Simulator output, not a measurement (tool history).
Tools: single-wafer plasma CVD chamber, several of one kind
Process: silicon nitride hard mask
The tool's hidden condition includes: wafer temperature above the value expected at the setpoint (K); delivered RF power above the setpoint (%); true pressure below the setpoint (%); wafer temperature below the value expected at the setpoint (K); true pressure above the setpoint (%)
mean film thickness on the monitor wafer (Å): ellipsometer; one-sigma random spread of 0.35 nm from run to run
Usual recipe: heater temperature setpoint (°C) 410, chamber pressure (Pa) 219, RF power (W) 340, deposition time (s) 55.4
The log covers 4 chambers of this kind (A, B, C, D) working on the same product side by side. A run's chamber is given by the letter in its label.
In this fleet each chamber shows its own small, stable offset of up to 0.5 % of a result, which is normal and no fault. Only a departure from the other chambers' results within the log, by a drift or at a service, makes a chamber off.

run,day,heater temperature setpoint (°C),chamber pressure (Pa),RF power (W),deposition time (s),hours since the last thermocouple change,hours since the last RF generator calibration,hours since the last manometer calibration,"read-back reference wafer on the same gauge, thickness_nm",mean film thickness on the monitor wafer (Å)
1C,0.525,410,219,340,55.4,398,1026.9,631.5,70.921,694.32
2B,0.833,410,219,340,55.4,431.9,738.2,3185.3,70.903,694.18
3D,1.154,410,219,340,55.4,622.5,477.4,1377,70.848,693.93
4A,1.621,410,219,340,55.4,1443.6,1162.9,1305,70.998,692.24
5B,2.054,401,219,295,55.4,461.2,767.5,3214.6,70.876,633.42
6C,2.304,401,219,295,55.4,440.7,1069.6,674.2,70.971,635.58
7A,2.604,401,219,295,55.4,1467.2,1186.5,1328.6,70.962,631.75
8D,2.842,401,219,295,55.4,663,517.9,1417.5,70.894,632.89
9B,3.296,410,219,340,55.4,491,797.3,3244.4,70.855,694.72
10D,3.604,398,181,340,55.4,681.3,536.2,1435.8,70.924,654.08
11C,4.133,398,181,340,55.4,484.6,1113.5,718.1,70.994,657.22
# day 4.142: chamber B: capacitance manometer re-zeroed and calibrated
12A,4.508,398,181,340,55.4,1512.9,1232.2,1374.3,70.92,660.96
13D,4.967,398,181,340,55.4,714,568.9,1468.5,70.987,654.36
14B,5.417,410,219,340,55.4,541.9,848.2,30.6,70.86,695.35
15C,5.85,410,219,340,55.4,525.8,1154.7,759.3,70.911,691.31
16A,6.225,410,219,340,55.4,1554.1,1273.4,1415.5,70.891,693.05
17C,6.671,410,219,340,55.4,545.5,1174.4,779,70.921,693.37
18B,6.996,410,219,340,55.4,579.8,886.1,68.5,70.973,698.8
19D,7.475,410,219,340,55.4,774.2,629.1,1528.7,70.846,687.12
# day 7.792: chamber D: capacitance manometer re-zeroed and calibrated
20A,7.817,410,219,340,55.4,1592.3,1311.6,1453.7,70.851,699.67
21D,8.288,410,219,340,55.4,793.7,648.6,12,70.842,687.31
22C,8.688,410,219,340,55.4,593.9,1222.8,827.4,70.952,694.58
23B,9.133,410,219,340,55.4,631.1,937.4,119.8,70.924,697.74
24A,9.488,410,219,340,55.4,1632.4,1351.7,1493.8,70.914,693.19
25D,9.912,410,219,340,55.4,832.7,687.6,51,70.827,686.87
26B,10.183,410,219,340,55.4,656.3,962.6,145,70.918,694.32

Each of the 4 chambers runs these same settings next. Fill in every chamber's results:
27A,10.562,410,219,340,55.4,,,,,?
27B,10.562,410,219,340,55.4,,,,,?
27C,10.562,410,219,340,55.4,,,,,?
27D,10.562,410,219,340,55.4,,,,,?

run,mean film thickness on the monitor wafer (Å)
27A,691.64
27B,699.94
27C,698.49
27D,691.06
